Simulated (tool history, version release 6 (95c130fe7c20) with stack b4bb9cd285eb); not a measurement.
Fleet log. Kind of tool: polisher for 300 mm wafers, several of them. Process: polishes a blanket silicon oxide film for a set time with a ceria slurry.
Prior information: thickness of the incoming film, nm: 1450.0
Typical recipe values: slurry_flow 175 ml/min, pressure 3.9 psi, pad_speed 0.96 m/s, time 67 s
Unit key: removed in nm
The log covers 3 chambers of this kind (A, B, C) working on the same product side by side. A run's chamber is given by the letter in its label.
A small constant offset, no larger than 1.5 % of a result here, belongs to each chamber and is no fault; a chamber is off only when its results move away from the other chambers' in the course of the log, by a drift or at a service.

run   hour  slurry_flow  pressure  pad_speed  time  wafers polished on this pad  hours since the slurry nozzle was cleaned  hours since the head pressure was calibrated  removed
 1C    5.0          175       3.9       0.96    67                          279                                       90.6                                         181.5   344.10
 2A   14.1          175       3.9       0.96    67                          508                                      227.3                                         131.9   349.39
 3B   18.2          175       3.9       0.96    67                         1453                                       62.2                                         418.0   342.39
 4A   27.0          175       3.9       0.96    67                          640                                      240.2                                         144.8   350.96
 5B   32.0          175       3.9       0.96    67                         1595                                       76.0                                         431.8   342.25
 6C   36.9          175       3.9       0.96    67                          606                                      122.5                                         213.4   343.36
      38.1  -- chamber B: worn pad replaced by a new one
 7B   43.6          175       3.9       0.96    67                           56                                       87.6                                         443.4   343.73
 8C   48.9          150       3.9       1.16    67                          729                                      134.5                                         225.4   408.79
 9A   55.0          150       3.9       1.16    67                          927                                      268.2                                         172.8   405.14
10C   60.9          150       3.9       1.16    67                          852                                      146.5                                         237.4   408.93
11B   65.3          175       3.9       0.96    67                          279                                      109.3                                         465.1   344.62
12A   74.4          175       3.9       0.96    67                         1126                                      287.6                                         192.2   343.47
13B   80.6          175       3.9       0.96    67                          435                                      124.6                                         480.4   338.16
      82.6  -- chamber C: worn pad replaced by a new one
14C   85.1          175       3.9       0.96    67                           26                                      170.7                                         261.6   346.37
15A   92.1          175       3.9       0.96    67                         1307                                      305.3                                         209.9   338.00
16B   98.8          175       3.9       0.96    67                          622                                      142.8                                         498.6   339.54
     101.7  -- chamber A: slurry nozzle cleaned
17A  107.8          175       3.9       0.96    67                         1468                                        6.1                                         225.6   338.95
18C  116.3          175       3.9       0.96    67                          345                                      201.9                                         292.8   342.15
19B  121.0          175       3.9       0.96    67                          850                                      165.0                                         520.8   343.47
20C  125.3          175       3.9       0.96    67                          438                                      210.9                                         301.8   352.45
21A  132.6          175       3.9       0.96    67                         1722                                       30.9                                         250.4   330.15
22B  140.9          175       3.9       0.96    67                         1054                                      184.9                                         540.7   343.98
23C  150.0          175       3.9       0.96    67                          691                                      235.6                                         326.5   342.74
24A  154.6          175       3.9       0.96    67                         1948                                       52.9                                         272.4   322.61
25C  161.0          175       3.9       0.96    67                          804                                      246.6                                         337.5   345.62
26A  167.4          175       2.9       0.96    50                         2079                                       65.7                                         285.2   177.50
     173.3  -- chamber B: worn pad replaced by a new one
27B  173.4          175       2.9       0.96    50                            2                                      217.4                                         573.2   192.32
28C  179.9          175       2.9       0.96    50                          998                                      265.5                                         356.4   191.92

Read the log: is a single chamber off, either drifting away or since a service, is the gauge that measures every chamber drifting, or is nothing wrong beyond small per-chamber offsets? Name any odd chamber and what most likely caused it.

One chamber, A, drifts off from the rest bit by bit.
What lies behind it: removal rate lost through wear of the pad, % = 9.07.
With only this log, it may be confused with: head's pressure below its setpoint, %.

Below are 4 candidate recipes for chamber A's next run, each the usual settings with a change, their results shown as question marks. Which of them brings A's results back in line with what the other chambers give on the usual settings?
Maximum distance from the other chambers' mean on the usual settings for a result to count as in line: removed 10.00 nm
29A-1  186.5          175       3.9       0.96    66                                                                                                                              ?
29A-2  186.5          175       3.9       0.98    68                                                                                                                              ?
29A-3  186.5          175       4.1       0.96    69                                                                                                                              ?
29A-4  186.5          175       3.8       0.94    65                                                                                                                              ?

The other chambers' mean on the usual settings: removed 344.16 nm
  run  removed
29A-1   314.62
29A-2   330.91
29A-3   346.04
29A-4   295.49
With 29A-3, the chamber falls back in line with the rest.
